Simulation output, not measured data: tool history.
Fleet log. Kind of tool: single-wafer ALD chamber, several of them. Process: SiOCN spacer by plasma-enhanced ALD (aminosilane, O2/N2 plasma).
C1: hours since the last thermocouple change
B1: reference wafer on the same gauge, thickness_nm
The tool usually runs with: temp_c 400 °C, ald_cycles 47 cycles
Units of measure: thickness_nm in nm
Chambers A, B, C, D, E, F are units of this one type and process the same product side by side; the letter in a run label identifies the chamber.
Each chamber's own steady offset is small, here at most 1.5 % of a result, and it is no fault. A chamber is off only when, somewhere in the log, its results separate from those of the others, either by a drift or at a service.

run 1E day=0.354 | temp_c=400 ald_cycles=47 | C1=1870 | B1=3.1171 | thickness_nm=2.857
run 2C day=0.608 | temp_c=400 ald_cycles=47 | C1=833.8 | B1=3.1221 | thickness_nm=2.8426
run 3B day=0.854 | temp_c=400 ald_cycles=47 | C1=1430 | B1=3.1218 | thickness_nm=2.8295
run 4D day=1.204 | temp_c=400 ald_cycles=47 | C1=269.1 | B1=3.1208 | thickness_nm=2.8649
run 5A day=1.438 | temp_c=400 ald_cycles=47 | C1=2011.7 | B1=3.1209 | thickness_nm=2.7971
run 6F day=1.896 | temp_c=400 ald_cycles=47 | C1=371.6 | B1=3.1237 | thickness_nm=2.8152
run 7C day=2.238 | temp_c=400 ald_cycles=47 | C1=872.9 | B1=3.1168 | thickness_nm=2.8307
run 8E day=2.546 | temp_c=400 ald_cycles=47 | C1=1922.6 | B1=3.1193 | thickness_nm=2.8423
run 9D day=2.817 | temp_c=400 ald_cycles=47 | C1=307.8 | B1=3.1177 | thickness_nm=2.8583
run 10F day=3.121 | temp_c=400 ald_cycles=47 | C1=401 | B1=3.1196 | thickness_nm=2.8015
run 11A day=3.433 | temp_c=400 ald_cycles=47 | C1=2059.6 | B1=3.1202 | thickness_nm=2.7808
run 12B day=3.892 | temp_c=400 ald_cycles=47 | C1=1502.9 | B1=3.1191 | thickness_nm=2.8369
run 13D day=4.192 | temp_c=400 ald_cycles=47 | C1=340.8 | B1=3.1243 | thickness_nm=2.8746
run 14C day=4.654 | temp_c=400 ald_cycles=47 | C1=930.9 | B1=3.1187 | thickness_nm=2.8326
run 15F day=4.983 | temp_c=400 ald_cycles=47 | C1=445.7 | B1=3.1165 | thickness_nm=2.8251
run 16A day=5.379 | temp_c=388 ald_cycles=54 | C1=2106.3 | B1=3.1195 | thickness_nm=3.229
run 17E day=5.638 | temp_c=388 ald_cycles=54 | C1=1996.8 | B1=3.1182 | thickness_nm=3.2455
run 18B day=5.879 | temp_c=388 ald_cycles=54 | C1=1550.6 | B1=3.1174 | thickness_nm=3.2751
run 19C day=6.096 | temp_c=388 ald_cycles=54 | C1=965.5 | B1=3.117 | thickness_nm=3.2483
run 20D day=6.471 | temp_c=388 ald_cycles=54 | C1=395.5 | B1=3.1211 | thickness_nm=3.3003
run 21F day=6.804 | temp_c=388 ald_cycles=54 | C1=489.4 | B1=3.1192 | thickness_nm=3.2402
run 22E day=7.233 | temp_c=400 ald_cycles=47 | C1=2035.1 | B1=3.1205 | thickness_nm=2.8464
run 23A day=7.704 | temp_c=400 ald_cycles=47 | C1=2162.1 | B1=3.1192 | thickness_nm=2.786
run 24B day=7.921 | temp_c=400 ald_cycles=47 | C1=1599.6 | B1=3.1176 | thickness_nm=2.8328
run 25A day=8.246 | temp_c=400 ald_cycles=47 | C1=2175.1 | B1=3.1196 | thickness_nm=2.7766
run 26E day=8.554 | temp_c=400 ald_cycles=47 | C1=2066.8 | B1=3.1187 | thickness_nm=2.8375
run 27B day=8.821 | temp_c=400 ald_cycles=47 | C1=1621.2 | B1=3.1196 | thickness_nm=2.8276
run 28D day=9.075 | temp_c=400 ald_cycles=47 | C1=458 | B1=3.1266 | thickness_nm=2.8654
run 29C day=9.388 | temp_c=400 ald_cycles=47 | C1=1044.5 | B1=3.1181 | thickness_nm=2.8464
run 30F day=9.738 | temp_c=400 ald_cycles=47 | C1=559.8 | B1=3.1169 | thickness_nm=2.7815
run 31A day=9.958 | temp_c=400 ald_cycles=47 | C1=2216.2 | B1=3.1194 | thickness_nm=2.7868
run 32C day=10.325 | temp_c=400 ald_cycles=47 | C1=1067 | B1=3.1187 | thickness_nm=2.8308
run 33D day=10.738 | temp_c=400 ald_cycles=47 | C1=497.9 | B1=3.1172 | thickness_nm=2.8445
run 34B day=10.962 | temp_c=400 ald_cycles=47 | C1=1672.6 | B1=3.1214 | thickness_nm=2.8268
run 35E day=11.2 | temp_c=400 ald_cycles=47 | C1=2130.3 | B1=3.1214 | thickness_nm=2.8556
run 36F day=11.671 | temp_c=400 ald_cycles=47 | C1=606.2 | B1=3.1208 | thickness_nm=2.8035
run 37A day=12.021 | temp_c=400 ald_cycles=47 | C1=2265.7 | B1=3.1177 | thickness_nm=2.8205
run 38F day=12.442 | temp_c=400 ald_cycles=47 | C1=624.7 | B1=3.1181 | thickness_nm=2.8221
run 39C day=12.825 | temp_c=413 ald_cycles=56 | C1=1127 | B1=3.1194 | thickness_nm=3.2425
run 40D day=13.158 | temp_c=413 ald_cycles=56 | C1=556 | B1=3.1156 | thickness_nm=3.2622
-- day=13.383 chamber B: thermocouple changed; heater temperature recalibrated
run 41B day=13.475 | temp_c=413 ald_cycles=56 | C1=2.2 | B1=3.1226 | thickness_nm=3.2315
run 42E day=13.783 | temp_c=413 ald_cycles=56 | C1=2192.3 | B1=3.1229 | thickness_nm=3.2802
run 43A day=14.062 | temp_c=413 ald_cycles=56 | C1=2314.7 | B1=3.1206 | thickness_nm=3.2287

Which is it: a chamber that has drifted or been left off by a service, a gauge drift common to all chambers, or only each chamber's usual small offset? If a chamber is off, name it and its likeliest cause.

No chamber stands off beyond its own small offset, and the gauge holds steady.

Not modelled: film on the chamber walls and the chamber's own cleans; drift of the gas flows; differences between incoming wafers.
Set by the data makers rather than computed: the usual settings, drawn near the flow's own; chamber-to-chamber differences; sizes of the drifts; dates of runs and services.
